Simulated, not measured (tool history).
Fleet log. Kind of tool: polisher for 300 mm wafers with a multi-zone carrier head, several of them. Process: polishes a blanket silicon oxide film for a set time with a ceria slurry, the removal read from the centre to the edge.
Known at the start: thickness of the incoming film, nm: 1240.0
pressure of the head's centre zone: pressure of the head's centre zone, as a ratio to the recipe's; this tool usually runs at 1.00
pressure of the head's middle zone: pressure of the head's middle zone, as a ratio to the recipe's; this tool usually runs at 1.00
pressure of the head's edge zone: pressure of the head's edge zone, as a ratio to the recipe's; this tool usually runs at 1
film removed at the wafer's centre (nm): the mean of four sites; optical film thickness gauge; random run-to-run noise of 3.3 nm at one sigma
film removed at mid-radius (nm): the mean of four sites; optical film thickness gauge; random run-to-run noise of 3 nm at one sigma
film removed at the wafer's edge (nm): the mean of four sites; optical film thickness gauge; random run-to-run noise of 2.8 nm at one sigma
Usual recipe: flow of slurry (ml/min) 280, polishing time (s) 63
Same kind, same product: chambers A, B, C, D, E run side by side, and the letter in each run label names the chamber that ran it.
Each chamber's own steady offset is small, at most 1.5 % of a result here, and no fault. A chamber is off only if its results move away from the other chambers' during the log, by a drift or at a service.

| run | hour | flow of slurry (ml/min) | pressure of the head's centre zone | pressure of the head's middle zone | pressure of the head's edge zone | polishing time (s) | wafers polished on this pad | hours since the slurry nozzle was cleaned | hours since the centre zone pressure was calibrated | hours since the edge zone pressure was calibrated | film removed at the wafer's centre (nm) | film removed at mid-radius (nm) | film removed at the wafer's edge (nm) |
|---|---|---|---|---|---|---|---|---|---|---|---|---|---|
| 1B | 7.4 | 280 | 1.00 | 1.00 | 1 | 63 | 584 | 434.3 | 332.5 | 979.0 | 297.03 | 288.85 | 292.17 |
|  | 9.9 | chamber E: worn pad replaced by a new one |
|  | 13.1 | chamber D: worn pad replaced by a new one |
|  | 13.9 | chamber E: edge zone pressure recalibrated |
| 2D | 14.8 | 280 | 1.00 | 1.00 | 1 | 63 | 18 | 140.2 | 200.2 | 501.1 | 300.37 | 292.50 | 292.27 |
|  | 19.3 | chamber B: worn pad replaced by a new one |
| 3E | 19.7 | 280 | 1.00 | 1.00 | 1 | 63 | 103 | 317.5 | 907.0 | 5.8 | 291.30 | 293.10 | 288.18 |
| 4C | 27.3 | 280 | 1.00 | 1.00 | 1 | 63 | 1052 | 68.1 | 167.5 | 585.8 | 297.07 | 298.36 | 294.32 |
| 5A | 31.5 | 280 | 1.00 | 1.00 | 1 | 63 | 816 | 506.8 | 844.3 | 440.5 | 287.39 | 300.68 | 296.18 |
| 6D | 35.1 | 280 | 1.00 | 1.00 | 1 | 63 | 230 | 160.5 | 220.5 | 521.4 | 292.83 | 296.44 | 302.96 |
|  | 38.9 | chamber A: worn pad replaced by a new one |
| 7B | 42.4 | 280 | 1.00 | 1.00 | 1 | 63 | 242 | 469.3 | 367.5 | 1014.0 | 291.68 | 285.53 | 290.62 |
| 8E | 46.8 | 280 | 1.00 | 1.00 | 1 | 63 | 386 | 344.6 | 934.1 | 32.9 | 290.35 | 290.76 | 295.04 |
| 9C | 51.0 | 345 | 1.05 | 1.00 | 1 | 63 | 1300 | 91.8 | 191.2 | 609.5 | 314.57 | 300.18 | 299.93 |
| 10A | 58.3 | 345 | 1.05 | 1.00 | 1 | 63 | 203 | 533.6 | 871.1 | 467.3 | 312.74 | 305.40 | 298.20 |
|  | 61.3 | chamber B: slurry nozzle cleaned |
| 11D | 64.8 | 345 | 1.05 | 1.00 | 1 | 63 | 541 | 190.2 | 250.2 | 551.1 | 309.93 | 301.11 | 301.05 |
|  | 65.0 | chamber C: worn pad replaced by a new one |
|  | 67.6 | chamber D: worn pad replaced by a new one |
| 12E | 72.4 | 345 | 1.05 | 1.00 | 1 | 63 | 654 | 370.2 | 959.7 | 58.5 | 316.48 | 296.11 | 298.54 |
| 13B | 76.4 | 345 | 1.05 | 1.00 | 1 | 63 | 598 | 15.1 | 401.5 | 1048.0 | 323.09 | 301.06 | 299.64 |
|  | 78.2 | chamber E: worn pad replaced by a new one |
| 14A | 81.1 | 280 | 1.00 | 1.00 | 1 | 63 | 442 | 556.4 | 893.9 | 490.1 | 289.18 | 298.75 | 296.51 |
|  | 82.6 | chamber B: centre zone pressure recalibrated |
|  | 84.2 | chamber B: worn pad replaced by a new one |
| 15C | 86.6 | 215 | 1.00 | 1.05 | 1 | 63 | 226 | 127.4 | 226.8 | 645.1 | 282.06 | 300.94 | 290.37 |
| 16D | 92.6 | 215 | 1.00 | 1.05 | 1 | 63 | 262 | 218.0 | 278.0 | 578.9 | 281.91 | 290.64 | 286.28 |
| 17E | 99.4 | 215 | 1.00 | 1.05 | 1 | 63 | 222 | 397.2 | 986.7 | 85.5 | 282.79 | 298.45 | 287.32 |
| 18B | 105.9 | 215 | 1.00 | 1.05 | 1 | 63 | 227 | 44.6 | 23.3 | 1077.5 | 291.47 | 296.51 | 286.08 |
| 19C | 111.1 | 215 | 1.00 | 1.05 | 1 | 63 | 482 | 151.9 | 251.3 | 669.6 | 281.50 | 301.96 | 285.83 |
|  | 114.4 | chamber A: worn pad replaced by a new one |
| 20A | 118.3 | 280 | 1.00 | 1.00 | 1 | 63 | 41 | 593.6 | 931.1 | 527.3 | 292.36 | 296.65 | 291.70 |
| 21D | 124.0 | 340 | 1.00 | 1.00 | 1 | 63 | 590 | 249.4 | 309.4 | 610.3 | 297.50 | 299.39 | 301.62 |
|  | 125.5 | chamber D: slurry nozzle cleaned |
|  | 126.5 | chamber D: worn pad replaced by a new one |
| 22A | 131.4 | 340 | 1.00 | 1.00 | 1 | 63 | 178 | 606.7 | 944.2 | 540.4 | 298.33 | 303.00 | 294.30 |
| 23C | 137.3 | 340 | 1.00 | 1.00 | 1 | 63 | 756 | 178.1 | 277.5 | 695.8 | 300.52 | 302.04 | 302.78 |
| 24E | 142.6 | 340 | 1.00 | 1.00 | 1 | 63 | 674 | 440.4 | 1029.9 | 128.7 | 298.10 | 296.33 | 295.57 |
|  | 144.6 | chamber B: worn pad replaced by a new one |
|  | 146.1 | chamber E: worn pad replaced by a new one |
| 25B | 150.4 | 340 | 1.00 | 1.00 | 1 | 63 | 61 | 89.1 | 67.8 | 1122.0 | 310.27 | 297.14 | 290.52 |
| 26B | 155.3 | 280 | 1.00 | 1.00 | 1 | 63 | 112 | 94.0 | 72.7 | 1126.9 | 295.05 | 293.58 | 296.38 |
|  | 156.3 | chamber C: slurry nozzle cleaned |
| 27E | 162.0 | 335 | 1.00 | 1.00 | 1 | 63 | 166 | 459.8 | 1049.3 | 148.1 | 299.01 | 293.83 | 295.11 |
| 28A | 167.8 | 335 | 1.00 | 1.00 | 1 | 63 | 559 | 643.1 | 980.6 | 576.8 | 298.22 | 297.41 | 296.15 |
| 29C | 173.2 | 335 | 1.00 | 1.00 | 1 | 63 | 1132 | 16.9 | 313.4 | 731.7 | 303.11 | 296.16 | 301.32 |
|  | 174.3 | chamber D: worn pad replaced by a new one |
| 30D | 177.3 | 335 | 1.00 | 1.00 | 1 | 63 | 31 | 51.8 | 362.7 | 663.6 | 299.48 | 293.31 | 299.77 |
| 31D | 182.1 | 335 | 1.00 | 1.00 | 1 | 63 | 81 | 56.6 | 367.5 | 668.4 | 301.53 | 299.29 | 303.28 |
|  | 184.8 | chamber C: worn pad replaced by a new one |
| 32A | 189.5 | 280 | 1.00 | 1.00 | 1 | 63 | 786 | 664.8 | 1002.3 | 598.5 | 291.17 | 292.93 | 294.07 |
|  | 193.2 | chamber A: worn pad replaced by a new one |
| 33C | 195.7 | 280 | 1.00 | 1.00 | 1 | 63 | 114 | 39.4 | 335.9 | 754.2 | 292.57 | 299.34 | 296.01 |
| 34E | 203.1 | 280 | 1.00 | 1.00 | 1 | 63 | 597 | 500.9 | 1090.4 | 189.2 | 295.59 | 291.37 | 297.25 |
| 35B | 210.8 | 280 | 1.00 | 1.00 | 1 | 63 | 693 | 149.5 | 128.2 | 1182.4 | 296.74 | 290.40 | 291.42 |
|  | 218.1 | chamber E: worn pad replaced by a new one |
| 36D | 218.6 | 280 | 1.00 | 1.00 | 1 | 63 | 463 | 93.1 | 404.0 | 704.9 | 294.92 | 286.76 | 302.41 |
|  | 219.4 | chamber B: worn pad replaced by a new one |
| 37E | 225.2 | 280 | 1.00 | 1.00 | 1 | 63 | 74 | 523.0 | 1112.5 | 211.3 | 297.48 | 289.16 | 293.99 |
| 38B | 233.2 | 280 | 1.00 | 1.00 | 1 | 63 | 145 | 171.9 | 150.6 | 1204.8 | 298.14 | 295.55 | 291.16 |
| 39C | 236.9 | 280 | 1.00 | 1.00 | 1 | 63 | 545 | 80.6 | 377.1 | 795.4 | 288.77 | 289.65 | 292.06 |
|  | 238.2 | chamber A: centre zone pressure recalibrated |
| 40A | 241.2 | 280 | 1.00 | 1.00 | 1 | 63 | 503 | 716.5 | 3.0 | 650.2 | 295.59 | 294.03 | 290.27 |
| 41B | 247.2 | 280 | 1.00 | 1.00 | 1 | 63 | 291 | 185.9 | 164.6 | 1218.8 | 292.30 | 295.45 | 285.12 |
| 42E | 254.8 | 280 | 1.00 | 1.00 | 1 | 63 | 384 | 552.6 | 1142.1 | 240.9 | 299.20 | 290.72 | 294.46 |
| 43A | 260.9 | 280 | 1.00 | 1.00 | 1 | 63 | 709 | 736.2 | 22.7 | 669.9 | 291.79 | 295.17 | 293.03 |

Each of the 5 chambers runs these same settings next. Fill in every chamber's results:
| 44A | 266.8 | 280 | 1.00 | 1.00 | 1 | 63 |  |  |  |  | ? | ? | ? |
| 44B | 266.8 | 280 | 1.00 | 1.00 | 1 | 63 |  |  |  |  | ? | ? | ? |
| 44C | 266.8 | 280 | 1.00 | 1.00 | 1 | 63 |  |  |  |  | ? | ? | ? |
| 44D | 266.8 | 280 | 1.00 | 1.00 | 1 | 63 |  |  |  |  | ? | ? | ? |
| 44E | 266.8 | 280 | 1.00 | 1.00 | 1 | 63 |  |  |  |  | ? | ? | ? |

| run | film removed at the wafer's centre (nm) | film removed at mid-radius (nm) | film removed at the wafer's edge (nm) |
|---|---|---|---|
| 44A | 292.34 | 304.40 | 291.32 |
| 44B | 298.09 | 288.62 | 288.85 |
| 44C | 292.34 | 295.43 | 297.64 |
| 44D | 294.75 | 296.40 | 301.65 |
| 44E | 291.76 | 297.64 | 292.45 |

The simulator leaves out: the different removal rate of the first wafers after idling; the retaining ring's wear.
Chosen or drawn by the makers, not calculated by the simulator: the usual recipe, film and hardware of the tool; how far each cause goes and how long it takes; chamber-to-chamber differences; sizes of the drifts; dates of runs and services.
